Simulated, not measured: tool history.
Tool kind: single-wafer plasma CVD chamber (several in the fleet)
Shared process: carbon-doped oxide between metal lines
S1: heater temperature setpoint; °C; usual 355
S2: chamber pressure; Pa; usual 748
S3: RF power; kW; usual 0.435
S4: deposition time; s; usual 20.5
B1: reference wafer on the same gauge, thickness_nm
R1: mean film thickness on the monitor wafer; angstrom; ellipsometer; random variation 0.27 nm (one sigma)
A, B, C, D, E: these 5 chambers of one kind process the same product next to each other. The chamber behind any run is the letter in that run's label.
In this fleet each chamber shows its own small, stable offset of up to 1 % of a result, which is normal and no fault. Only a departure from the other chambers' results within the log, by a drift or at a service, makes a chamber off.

run,day,S1,S2,S3,S4,B1,R1
1E,0.288,355,748,0.435,20.5,96.857,958.44
2C,0.575,355,748,0.435,20.5,96.817,954.35
3B,0.908,355,748,0.435,20.5,96.759,957.68
4D,1.058,355,748,0.435,20.5,96.724,958.09
5A,1.392,355,748,0.435,20.5,96.829,955.67
6C,1.629,355,748,0.435,20.5,96.792,957.18
7D,1.904,355,748,0.435,20.5,96.797,953
8E,2.05,355,748,0.435,20.5,96.802,961.02
9A,2.262,355,748,0.435,20.5,96.788,954.87
10B,2.417,355,748,0.435,20.5,96.765,952.21
# day 2.533: chamber D: RF generator calibrated
11A,2.567,355,748,0.435,20.5,96.815,954.05
12D,2.746,355,748,0.435,20.5,96.753,955.27
13C,2.962,355,748,0.435,19.2,96.778,897.12
14B,3.146,355,748,0.435,19.2,96.848,895.55
15E,3.404,355,748,0.435,19.2,96.764,898.51
16B,3.742,355,748,0.435,19.2,96.727,894.36
17A,3.983,355,748,0.435,19.2,96.807,891.74
18E,4.208,355,748,0.435,20.5,96.686,961.33
19C,4.388,355,748,0.435,20.5,96.811,952.2
20D,4.542,355,748,0.435,20.5,96.764,957.39
21A,4.871,355,748,0.435,20.5,96.741,956.31
22B,5.108,355,748,0.435,20.5,96.816,958.97
# day 5.183: chamber E: capacitance manometer re-zeroed and calibrated
23E,5.321,355,748,0.475,20.5,96.805,1018.9
24C,5.471,355,748,0.475,20.5,96.793,1023.9
25D,5.675,355,748,0.475,20.5,96.778,1010.6
26E,5.958,355,748,0.475,20.5,96.793,1022.3
27B,6.117,355,748,0.475,20.5,96.812,1015.3
28D,6.404,355,748,0.435,20.5,96.83,954.07
29A,6.625,355,748,0.435,20.5,96.817,962.07
30C,6.862,355,748,0.435,20.5,96.798,958.5
31C,7.138,355,748,0.435,20.5,96.798,956.69
32E,7.362,355,748,0.435,20.5,96.855,958.29
33D,7.671,355,748,0.435,20.5,96.861,960.03
34A,7.904,355,748,0.435,20.5,96.781,958.53
35B,8.092,355,748,0.435,20.5,96.866,954.27
36B,8.254,355,748,0.435,20.5,96.812,952.08
37C,8.546,355,748,0.435,20.5,96.715,957.91
38E,8.821,355,748,0.435,20.5,96.83,952.1
39A,8.971,355,748,0.435,20.5,96.775,953.19
40D,9.229,355,748,0.435,20.5,96.84,952.41
41A,9.488,355,748,0.435,20.5,96.695,953.23
42E,9.658,355,748,0.435,20.5,96.793,960.89
43C,9.933,355,748,0.435,20.5,96.751,958.16
44D,10.238,355,748,0.435,20.5,96.854,953.56

For the next run the whole fleet of 5 chambers uses the same settings. Give each chamber's results:
45A,10.479,355,748,0.435,20.5,,?
45B,10.479,355,748,0.435,20.5,,?
45C,10.479,355,748,0.435,20.5,,?
45D,10.479,355,748,0.435,20.5,,?
45E,10.479,355,748,0.435,20.5,,?

run,R1
45A,953.96
45B,955.13
45C,956.9
45D,959.94
45E,961.52
